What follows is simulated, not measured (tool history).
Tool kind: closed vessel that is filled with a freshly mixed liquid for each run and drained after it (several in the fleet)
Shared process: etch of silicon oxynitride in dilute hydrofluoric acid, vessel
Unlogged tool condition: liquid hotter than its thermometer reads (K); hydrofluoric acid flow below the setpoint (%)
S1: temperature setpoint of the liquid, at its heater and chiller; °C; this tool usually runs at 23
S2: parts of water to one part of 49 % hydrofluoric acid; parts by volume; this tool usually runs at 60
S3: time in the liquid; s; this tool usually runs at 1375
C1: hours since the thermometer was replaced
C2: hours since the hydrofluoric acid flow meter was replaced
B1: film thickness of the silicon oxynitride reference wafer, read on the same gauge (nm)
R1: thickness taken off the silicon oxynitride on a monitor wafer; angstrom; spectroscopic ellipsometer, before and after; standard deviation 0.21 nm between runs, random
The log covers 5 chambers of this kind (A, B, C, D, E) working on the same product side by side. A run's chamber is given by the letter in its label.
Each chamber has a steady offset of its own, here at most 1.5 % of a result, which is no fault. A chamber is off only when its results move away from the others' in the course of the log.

run,day,S1,S2,S3,C1,C2,B1,R1
1D,0.512,23,60,1375,283,693,29.981,462.75
2C,0.904,23,60,1375,2238,252.1,29.985,452.25
3B,1.242,23,60,1375,768.3,429.7,29.992,461.08
4E,1.583,23,60,1375,490.5,1511.9,29.977,450.94
5A,1.933,23,60,1375,387.9,375.6,30.013,447.57
6D,2.267,23,60,1375,325.1,735.1,30.006,460.55
# day 2.542: chamber E: hydrofluoric acid flow meter replaced
7A,2.862,23,60,1375,410.2,397.9,30.012,446.01
8C,3.221,23,60,1375,2293.6,307.7,29.98,450.6
9E,3.792,23,60,1375,543.5,30,30.021,456.66
10B,4.117,23,60,1375,837.3,498.7,29.995,459.31
11A,4.471,23,60,1375,448.8,436.5,29.981,448.48
12E,4.858,23,60,1375,569.1,55.6,29.992,457.17
13C,5.358,23,60,640,2344.9,359,30.017,212.32
14D,5.946,23,60,640,413.4,823.4,30.018,215.03
15B,6.433,23,60,640,892.9,554.3,29.984,211.64
16A,7.042,23,60,640,510.5,498.2,30.01,209.39
17E,7.438,23,60,640,631,117.5,30.001,212.8
18D,7.771,23,60,1375,457.2,867.2,29.99,461.51
19C,8.054,23,60,1375,2409.6,423.7,30.019,456.04
# day 8.388: chamber A: hydrofluoric acid flow meter replaced
20B,8.392,23,60,1375,939.9,601.3,30.017,456.65
21C,9,23,60,1375,2432.3,446.4,30.02,451.95
22B,9.321,23,60,1375,962.2,623.6,29.997,458.4
23D,9.779,23,60,1375,505.4,915.4,30.028,461.73
24E,10.2,23,60,1375,697.3,183.8,30.015,459.9
25A,10.788,23,60,780,600.4,57.7,29.973,253.57
26D,11.104,23,60,780,537.2,947.2,29.98,263.32
27B,11.533,23,60,780,1015.3,676.7,30.015,258.96
28C,11.933,23,60,780,2502.7,516.8,30.003,255.29
29E,12.421,23,60,780,750.6,237.1,29.994,261.36
30A,12.775,23,60,1375,648.1,105.4,29.976,446.03
31A,13.354,23,60,1375,662,119.3,29.997,450.6
32D,13.688,23,60,1090,599.2,1009.2,30.002,365.85
33B,14.312,23,60,1090,1082,743.4,30.009,363.02
# day 14.5: chamber C: thermometer replaced
34C,14.604,23,60,1090,2.5,580.9,29.99,359.39
35E,14.912,23,60,1090,810.4,296.9,29.982,367.75
36E,15.458,23,60,1090,823.5,310,30.003,369.14
37C,15.875,25.5,75,1375,33,611.4,30.045,400.63
38B,16.204,25.5,75,1375,1127.4,788.8,30.001,407.8
39D,16.771,25.5,75,1375,673.2,1083.2,29.977,412.56
40A,17.275,25.5,75,1375,756.1,213.4,30.014,399.87

All chambers now run identical settings, listed one chamber a line with results as question marks. What results will each chamber show?
41A,17.733,23,60,1985,,,,?
41B,17.733,23,60,1985,,,,?
41C,17.733,23,60,1985,,,,?
41D,17.733,23,60,1985,,,,?
41E,17.733,23,60,1985,,,,?

run,R1
41A,644.93
41B,654.13
41C,648.71
41D,663.81
41E,677.16

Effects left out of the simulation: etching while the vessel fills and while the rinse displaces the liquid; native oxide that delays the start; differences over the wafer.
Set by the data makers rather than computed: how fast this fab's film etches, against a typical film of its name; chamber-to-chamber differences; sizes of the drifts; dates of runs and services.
